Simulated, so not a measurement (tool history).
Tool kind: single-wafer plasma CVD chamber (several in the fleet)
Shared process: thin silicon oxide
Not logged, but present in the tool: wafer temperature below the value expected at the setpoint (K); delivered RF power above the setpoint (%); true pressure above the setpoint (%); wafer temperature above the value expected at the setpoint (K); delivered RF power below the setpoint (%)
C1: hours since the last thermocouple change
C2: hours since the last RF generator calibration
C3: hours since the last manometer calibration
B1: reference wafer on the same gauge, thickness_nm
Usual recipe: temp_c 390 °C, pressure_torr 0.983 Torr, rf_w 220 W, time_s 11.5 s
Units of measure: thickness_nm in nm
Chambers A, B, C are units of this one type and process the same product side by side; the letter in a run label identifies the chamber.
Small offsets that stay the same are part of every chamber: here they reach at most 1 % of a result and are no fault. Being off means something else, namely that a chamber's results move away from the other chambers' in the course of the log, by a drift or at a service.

{"run": "1C", "hour": 9.7, "temp_c": 390, "pressure_torr": 0.983, "rf_w": 220, "time_s": 11.5, "C1": 1249.6, "C2": 489.6, "C3": 800.2, "B1": 18.908, "thickness_nm": 22.136}
{"run": "2A", "hour": 15.1, "temp_c": 390, "pressure_torr": 0.983, "rf_w": 220, "time_s": 11.5, "C1": 1372.6, "C2": 2511.3, "C3": 857.6, "B1": 18.897, "thickness_nm": 21.813}
{"run": "3B", "hour": 22.0, "temp_c": 390, "pressure_torr": 0.983, "rf_w": 220, "time_s": 11.5, "C1": 849.6, "C2": 1023.7, "C3": 709.4, "B1": 18.908, "thickness_nm": 22.075}
{"run": "4B", "hour": 30.4, "temp_c": 390, "pressure_torr": 0.983, "rf_w": 220, "time_s": 11.5, "C1": 858, "C2": 1032.1, "C3": 717.8, "B1": 18.9, "thickness_nm": 22.097}
{"run": "5C", "hour": 38.9, "temp_c": 390, "pressure_torr": 0.983, "rf_w": 220, "time_s": 11.5, "C1": 1278.8, "C2": 518.8, "C3": 829.4, "B1": 18.914, "thickness_nm": 22.027}
{"run": "6A", "hour": 45.7, "temp_c": 390, "pressure_torr": 0.983, "rf_w": 220, "time_s": 11.5, "C1": 1403.2, "C2": 2541.9, "C3": 888.2, "B1": 18.92, "thickness_nm": 21.887}
{"run": "7A", "hour": 52.4, "temp_c": 390, "pressure_torr": 0.983, "rf_w": 220, "time_s": 11.5, "C1": 1409.9, "C2": 2548.6, "C3": 894.9, "B1": 18.901, "thickness_nm": 21.82}
{"run": "8C", "hour": 60.0, "temp_c": 390, "pressure_torr": 0.983, "rf_w": 220, "time_s": 11.5, "C1": 1299.9, "C2": 539.9, "C3": 850.5, "B1": 18.906, "thickness_nm": 22.163}
{"run": "9B", "hour": 70.2, "temp_c": 390, "pressure_torr": 0.983, "rf_w": 220, "time_s": 11.5, "C1": 897.8, "C2": 1071.9, "C3": 757.6, "B1": 18.899, "thickness_nm": 22.086}
{"hour": 75.6, "done": "chamber A: RF generator calibrated"}
{"run": "10C", "hour": 78.2, "temp_c": 390, "pressure_torr": 0.983, "rf_w": 220, "time_s": 11.5, "C1": 1318.1, "C2": 558.1, "C3": 868.7, "B1": 18.899, "thickness_nm": 22.373}
{"run": "11A", "hour": 85.9, "temp_c": 399, "pressure_torr": 0.983, "rf_w": 220, "time_s": 11.5, "C1": 1443.4, "C2": 10.3, "C3": 928.4, "B1": 18.915, "thickness_nm": 21.715}
{"run": "12B", "hour": 95.0, "temp_c": 399, "pressure_torr": 0.983, "rf_w": 220, "time_s": 11.5, "C1": 922.6, "C2": 1096.7, "C3": 782.4, "B1": 18.904, "thickness_nm": 21.84}
{"run": "13A", "hour": 102.5, "temp_c": 399, "pressure_torr": 0.983, "rf_w": 220, "time_s": 11.5, "C1": 1460, "C2": 26.9, "C3": 945, "B1": 18.903, "thickness_nm": 21.801}
{"run": "14C", "hour": 108.9, "temp_c": 390, "pressure_torr": 0.983, "rf_w": 220, "time_s": 11.5, "C1": 1348.8, "C2": 588.8, "C3": 899.4, "B1": 18.897, "thickness_nm": 22.392}
{"run": "15B", "hour": 117.0, "temp_c": 390, "pressure_torr": 0.983, "rf_w": 220, "time_s": 11.5, "C1": 944.6, "C2": 1118.7, "C3": 804.4, "B1": 18.894, "thickness_nm": 22.003}
{"run": "16B", "hour": 123.9, "temp_c": 390, "pressure_torr": 0.983, "rf_w": 220, "time_s": 11.5, "C1": 951.5, "C2": 1125.6, "C3": 811.3, "B1": 18.903, "thickness_nm": 22.019}
{"run": "17A", "hour": 131.6, "temp_c": 390, "pressure_torr": 0.983, "rf_w": 220, "time_s": 11.5, "C1": 1489.1, "C2": 56, "C3": 974.1, "B1": 18.899, "thickness_nm": 21.845}
{"run": "18C", "hour": 138.9, "temp_c": 390, "pressure_torr": 0.983, "rf_w": 220, "time_s": 11.5, "C1": 1378.8, "C2": 618.8, "C3": 929.4, "B1": 18.901, "thickness_nm": 22.477}
{"run": "19A", "hour": 147.6, "temp_c": 390, "pressure_torr": 0.983, "rf_w": 220, "time_s": 11.5, "C1": 1505.1, "C2": 72, "C3": 990.1, "B1": 18.899, "thickness_nm": 21.877}
{"run": "20B", "hour": 154.3, "temp_c": 390, "pressure_torr": 0.983, "rf_w": 220, "time_s": 11.5, "C1": 981.9, "C2": 1156, "C3": 841.7, "B1": 18.905, "thickness_nm": 22.003}
{"run": "21C", "hour": 159.2, "temp_c": 390, "pressure_torr": 0.983, "rf_w": 220, "time_s": 11.5, "C1": 1399.1, "C2": 639.1, "C3": 949.7, "B1": 18.89, "thickness_nm": 22.657}
{"run": "22B", "hour": 166.7, "temp_c": 390, "pressure_torr": 0.983, "rf_w": 220, "time_s": 11.5, "C1": 994.3, "C2": 1168.4, "C3": 854.1, "B1": 18.902, "thickness_nm": 21.977}
{"run": "23A", "hour": 176.1, "temp_c": 390, "pressure_torr": 0.983, "rf_w": 220, "time_s": 11.5, "C1": 1533.6, "C2": 100.5, "C3": 1018.6, "B1": 18.909, "thickness_nm": 21.925}
{"run": "24C", "hour": 181.9, "temp_c": 390, "pressure_torr": 0.983, "rf_w": 220, "time_s": 11.5, "C1": 1421.8, "C2": 661.8, "C3": 972.4, "B1": 18.908, "thickness_nm": 22.874}
{"run": "25A", "hour": 192.1, "temp_c": 390, "pressure_torr": 0.983, "rf_w": 220, "time_s": 11.5, "C1": 1549.6, "C2": 116.5, "C3": 1034.6, "B1": 18.89, "thickness_nm": 21.877}
{"hour": 194.4, "done": "chamber B: RF generator calibrated"}
{"run": "26C", "hour": 198.6, "temp_c": 390, "pressure_torr": 0.983, "rf_w": 220, "time_s": 11.5, "C1": 1438.5, "C2": 678.5, "C3": 989.1, "B1": 18.886, "thickness_nm": 22.987}
{"run": "27B", "hour": 203.9, "temp_c": 390, "pressure_torr": 0.983, "rf_w": 220, "time_s": 11.5, "C1": 1031.5, "C2": 9.5, "C3": 891.3, "B1": 18.904, "thickness_nm": 22.014}

All chambers now run identical settings, listed one chamber a line with results as question marks. What results will each chamber show?
{"run": "28A", "hour": 211.3, "temp_c": 390, "pressure_torr": 0.983, "rf_w": 220, "time_s": 11.5, "thickness_nm": "?"}
{"run": "28B", "hour": 211.3, "temp_c": 390, "pressure_torr": 0.983, "rf_w": 220, "time_s": 11.5, "thickness_nm": "?"}
{"run": "28C", "hour": 211.3, "temp_c": 390, "pressure_torr": 0.983, "rf_w": 220, "time_s": 11.5, "thickness_nm": "?"}

run=28A thickness_nm=21.879
run=28B thickness_nm=22.25
run=28C thickness_nm=23.031

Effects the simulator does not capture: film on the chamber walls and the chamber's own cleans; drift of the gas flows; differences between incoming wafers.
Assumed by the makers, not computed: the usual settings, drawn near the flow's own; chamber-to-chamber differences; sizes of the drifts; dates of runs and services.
